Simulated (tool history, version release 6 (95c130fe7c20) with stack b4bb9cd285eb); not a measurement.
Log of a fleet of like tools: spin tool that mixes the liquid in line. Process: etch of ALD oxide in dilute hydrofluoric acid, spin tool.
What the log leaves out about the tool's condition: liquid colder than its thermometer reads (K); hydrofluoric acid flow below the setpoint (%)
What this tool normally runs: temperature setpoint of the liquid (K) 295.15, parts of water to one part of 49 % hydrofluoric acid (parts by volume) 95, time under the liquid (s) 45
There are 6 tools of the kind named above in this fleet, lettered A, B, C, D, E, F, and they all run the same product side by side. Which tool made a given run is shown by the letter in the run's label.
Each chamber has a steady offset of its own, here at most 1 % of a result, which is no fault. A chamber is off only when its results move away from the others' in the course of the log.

run	day	temperature setpoint of the liquid (K)	parts of water to one part of 49 % hydrofluoric acid (parts by volume)	time under the liquid (s)	hours since the thermometer was replaced	hours since the hydrofluoric acid flow meter was replaced	read-back film thickness of the ALD oxide reference wafer, read on the same gauge (nm)	thickness taken off the ALD oxide on a monitor wafer (nm)
1F	0.321	295.15	95	45	2185.6	1681.6	139.99	7.9963
2E	0.638	295.15	95	45	346.8	1554.6	139.98	7.8404
3D	0.983	295.15	95	45	99.4	202.2	140.01	7.8925
4B	1.338	295.15	95	45	143.0	961.6	140.00	7.7257
5C	1.679	295.15	95	45	2444.3	418.4	140.05	7.8707
6A	1.850	295.15	95	45	339.6	550.9	140.02	8.0260
7D	2.192	295.15	95	45	128.4	231.2	139.97	7.7963
8E	2.433	295.15	95	45	389.9	1597.7	140.04	8.0224
9C	2.633	295.15	120	65	2467.2	441.3	139.99	8.9352
10F	2.904	295.15	120	65	2247.6	1743.6	139.99	8.7667
11A	3.267	295.15	120	65	373.6	584.9	140.00	8.5832
12B	3.504	295.15	120	65	195.0	1013.6	139.98	8.5867
13B	3.862	295.15	120	65	203.6	1022.2	140.05	8.7836
14E	4.038	295.15	120	65	428.4	1636.2	140.01	8.8320
15A	4.367	295.15	95	45	400.0	611.3	139.99	7.8552
16F	4.712	295.15	95	45	2291.0	1787.0	139.96	7.8137
17D	5.083	295.15	95	45	197.8	300.6	140.00	7.8453
18C	5.354	292.15	95	45	2532.5	506.6	139.97	6.9269
19F	5.642	292.15	95	45	2313.3	1809.3	140.03	6.9415
20C	5.925	292.15	95	45	2546.2	520.3	140.03	7.0854
21B	6.096	292.15	95	45	257.2	1075.8	140.00	6.9211
22E	6.333	292.15	95	45	483.5	1691.3	140.01	6.9006
23A	6.571	292.15	95	45	452.9	664.2	140.00	7.0898
24D	6.808	299.15	60	45	239.2	342.0	139.96	15.2120
25A	7.108	299.15	60	45	465.8	677.1	140.01	15.3220
26C	7.367	299.15	60	45	2580.8	554.9	139.95	15.4460
27B	7.638	299.15	60	45	294.2	1112.8	140.03	14.6590
28D	7.921	299.15	60	45	265.9	368.7	140.03	15.2340
29E	8.150	299.15	60	45	527.1	1734.9	140.01	15.1020
30F	8.496	295.15	95	25	2381.8	1877.8	140.02	4.3460
31B	8.775	295.15	95	25	321.5	1140.1	139.96	4.0373
32F	9.083	295.15	95	25	2395.9	1891.9	140.01	4.3503
33E	9.417	295.15	95	25	557.5	1765.3	140.02	4.3939
34D	9.625	295.15	95	25	306.8	409.6	140.00	4.3384
35A	9.908	295.15	95	25	533.0	744.3	140.01	4.4146
36C	10.246	295.15	95	45	2649.9	624.0	139.98	7.9546
37D	10.621	295.15	95	45	330.7	433.5	139.94	7.9286
38C	10.846	295.15	95	45	2664.3	638.4	139.98	7.9747

Predict what each chamber gives when all 6 of them run the settings below next.
39A	11.117	295.15	95	45				?
39B	11.117	295.15	95	45				?
39C	11.117	295.15	95	45				?
39D	11.117	295.15	95	45				?
39E	11.117	295.15	95	45				?
39F	11.117	295.15	95	45				?

run	thickness taken off the ALD oxide on a monitor wafer (nm)
39A	7.8458
39B	7.0069
39C	7.9062
39D	7.8274
39E	7.9495
39F	7.8229
